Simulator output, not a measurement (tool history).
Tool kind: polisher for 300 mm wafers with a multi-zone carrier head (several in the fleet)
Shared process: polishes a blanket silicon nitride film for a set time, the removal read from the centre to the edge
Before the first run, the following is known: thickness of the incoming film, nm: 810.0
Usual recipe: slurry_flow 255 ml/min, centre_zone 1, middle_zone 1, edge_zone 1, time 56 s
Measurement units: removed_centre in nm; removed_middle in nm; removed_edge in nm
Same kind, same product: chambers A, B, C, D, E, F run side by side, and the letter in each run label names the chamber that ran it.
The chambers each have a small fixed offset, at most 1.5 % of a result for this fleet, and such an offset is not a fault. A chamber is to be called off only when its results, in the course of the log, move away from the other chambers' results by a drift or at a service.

run   hour  slurry_flow  centre_zone  middle_zone  edge_zone  time  wafers polished on this pad  hours since the slurry nozzle was cleaned  hours since the centre zone pressure was calibrated  hours since the edge zone pressure was calibrated  removed_centre  removed_middle  removed_edge
       0.2  -- chamber F: centre zone pressure recalibrated
 1D    2.6          255            1            1          1    56                          252                                      220.6                                                  136                                              174.3          117.62          116.69        121.49
 2C    5.1          255            1            1          1    56                         1337                                       67.6                                                390.9                                              169.3          118.27          119.97        121.37
 3F   10.2          255            1            1          1    56                          597                                      199.5                                                   10                                              279.5          118.06          117.34        118.41
      12.3  -- chamber A: worn pad replaced by a new one
 4E     14          255            1            1          1    56                          190                                      151.1                                                297.3                                              287.4          119.59          117.67        118.29
      15.2  -- chamber B: slurry nozzle cleaned
 5B   19.3          255            1            1          1    56                          537                                        4.2                                                311.3                                              173.1          120.24          116.63        118.37
      20.2  -- chamber F: worn pad replaced by a new one
        23  -- chamber C: worn pad replaced by a new one
 6A   23.4          255            1            1          1    56                          109                                      200.6                                                 1421                                                735          119.04          119.11         119.1
 7D   27.8          255            1            1          1    56                          499                                      245.8                                                161.2                                              199.5          118.46          119.05        122.07
 8C     33          255            1            1          1    56                           98                                       95.5                                                418.8                                              197.2          118.81          119.29        117.68
 9E   35.5          255            1            1          1    56                          401                                      172.6                                                318.8                                              308.9          117.19          117.03        119.41
10F   39.8          175            1            1       0.91    56                          192                                      229.1                                                 39.6                                              309.1          114.69          112.12        109.72
11A   42.1          175            1            1       0.91    56                          293                                      219.3                                               1439.7                                              753.7           111.1           111.8        107.35
12B   44.7          175            1            1       0.91    56                          786                                       29.6                                                336.7                                              198.5          112.31          111.44        108.11
      46.6  -- chamber A: centre zone pressure recalibrated
13F   47.4          175            1            1       0.91    56                          267                                      236.7                                                 47.2                                              316.7          113.56          113.38        110.86
14E   51.8          175            1            1       0.91    56                          561                                      188.9                                                335.1                                              325.2          113.06          111.84        106.72
15C     55          175            1            1       0.91    56                          314                                      117.5                                                440.8                                              219.2          111.61          114.51        108.65
16D   59.7          255            1            1          1    37                          812                                      277.7                                                193.1                                              231.4          78.394          77.726        78.872
17A   63.6          255            1            1          1    37                          504                                      240.8                                                 17.1                                              775.2          88.402          78.901        77.332
18B   66.3          255            1            1          1    37                          998                                       51.2                                                358.3                                              220.1          79.701           77.51        78.735
19C   71.1          255            1            1          1    37                          472                                      133.6                                                456.9                                              235.3          80.433          80.077        79.292
      71.9  -- chamber B: centre zone pressure recalibrated
20F   74.8          255            1            1          1    37                          535                                      264.1                                                 74.6                                              344.1          79.866          77.712        79.225
        76  -- chamber D: slurry nozzle cleaned
21E     80          255            1            1          1    37                          838                                      217.1                                                363.3                                              353.4          78.541          78.016        79.345
      80.7  -- chamber A: worn pad replaced by a new one
22D   84.3          255            1            1          1    69                         1054                                        8.3                                                217.7                                                256          145.46          145.93        143.66
23B   86.6          255            1            1          1    69                         1198                                       71.5                                                 14.7                                              240.4          146.94          145.13        146.88
      88.3  -- chamber B: worn pad replaced by a new one
24A   89.1          255            1            1          1    69                           83                                      266.3                                                 42.6                                              800.7          168.65          144.78        146.62
      89.7  -- chamber A: slurry nozzle cleaned
25D     92          255            1            1          1    69                         1129                                         16                                                225.4                                              263.7          145.41          146.36         147.6
26E   95.4          255            1            1          1    69                          989                                      232.5                                                378.7                                              368.8          146.57          145.75        144.06
27B   98.3          255            1            1          1    69                           98                                       83.2                                                 26.4                                              252.1          144.09          145.02        142.68
28C  101.6          255            1            1          1    56                          772                                      164.1                                                487.4                                              265.8           118.8          120.04        118.16
     104.6  -- chamber F: worn pad replaced by a new one
29A  105.2          255            1            1          1    56                          241                                       15.5                                                 58.7                                              816.8          132.84          118.82        116.16
30F  110.5          255            1            1          1    56                           58                                      299.8                                                110.3                                              379.8          121.07          118.28        120.32
     111.7  -- chamber E: worn pad replaced by a new one
31A  114.2          255         1.04            1          1    48                          329                                       24.5                                                 67.7                                              825.8          120.06          101.93        100.42
32E  118.8          255         1.04            1          1    48                           69                                      255.9                                                402.1                                              392.2          106.25          100.82        100.16
33B  121.7          255         1.04            1          1    48                          328                                      106.6                                                 49.8                                              275.5          105.73          100.29        101.27
34C  126.1          255         1.04            1          1    48                         1012                                      188.6                                                511.9                                              290.3          106.16          102.53        103.81
35F  128.6          255         1.04            1          1    48                          235                                      317.9                                                128.4                                              397.9          109.18          101.89         104.7
     128.9  -- chamber D: worn pad replaced by a new one
36D  132.7          255         1.04            1          1    48                           37                                       56.7                                                266.1                                              304.4          107.86          102.17        102.93
37F  135.1          255            1            1          1    56                          299                                      324.4                                                134.9                                              404.4          121.68          117.66         117.2
38D  137.5          255            1            1          1    56                           84                                       61.5                                                270.9                                              309.2          120.81          118.36        117.66
39C    141          255            1            1          1    56                         1158                                      203.5                                                526.8                                              305.2          122.56          118.92        119.96
40B  145.7          255            1            1          1    47                          564                                      130.6                                                 73.8                                              299.5          99.637          98.423        100.45

Is one chamber out of step, is the gauge drifting, or do the chambers differ by no more than their own small offsets? For an off chamber, give its letter and the likeliest cause.

A service on chamber A put it out of line with the rest.
What lies behind it: centre zone's pressure above its setpoint, % = 11.8.

Chamber A could run next with any of the 4 candidate recipes listed below; each alters the usual settings, and their results appear as question marks. Which one brings its results back in line with what the other chambers deliver on the usual settings?
In-line tolerance around the mean of the other chambers on the usual settings: removed_centre 4.8 nm; removed_middle 2.6 nm; removed_edge 5.2 nm
41A-1  149.5          250         0.91         1.01       1.04    55                                                                                                                                                                                               ?               ?             ?
41A-2  149.5          255         1.03            1       0.99    56                                                                                                                                                                                               ?               ?             ?
41A-3  149.5          260         1.09         0.99       0.96    57                                                                                                                                                                                               ?               ?             ?
41A-4  149.5          250         0.97            1       1.01    56                                                                                                                                                                                               ?               ?             ?

The mean the other chambers reach with the usual settings: removed_centre 118.92 nm; removed_middle 118 nm; removed_edge 119.07 nm
  run  removed_centre  removed_middle  removed_edge
41A-1          118.31          117.36        119.74
41A-2          137.89          118.58        118.96
41A-3          149.42          119.79        119.35
41A-4             129          118.35        120.03
41A-1 is the one that brings the chamber's results back in line with the other chambers.
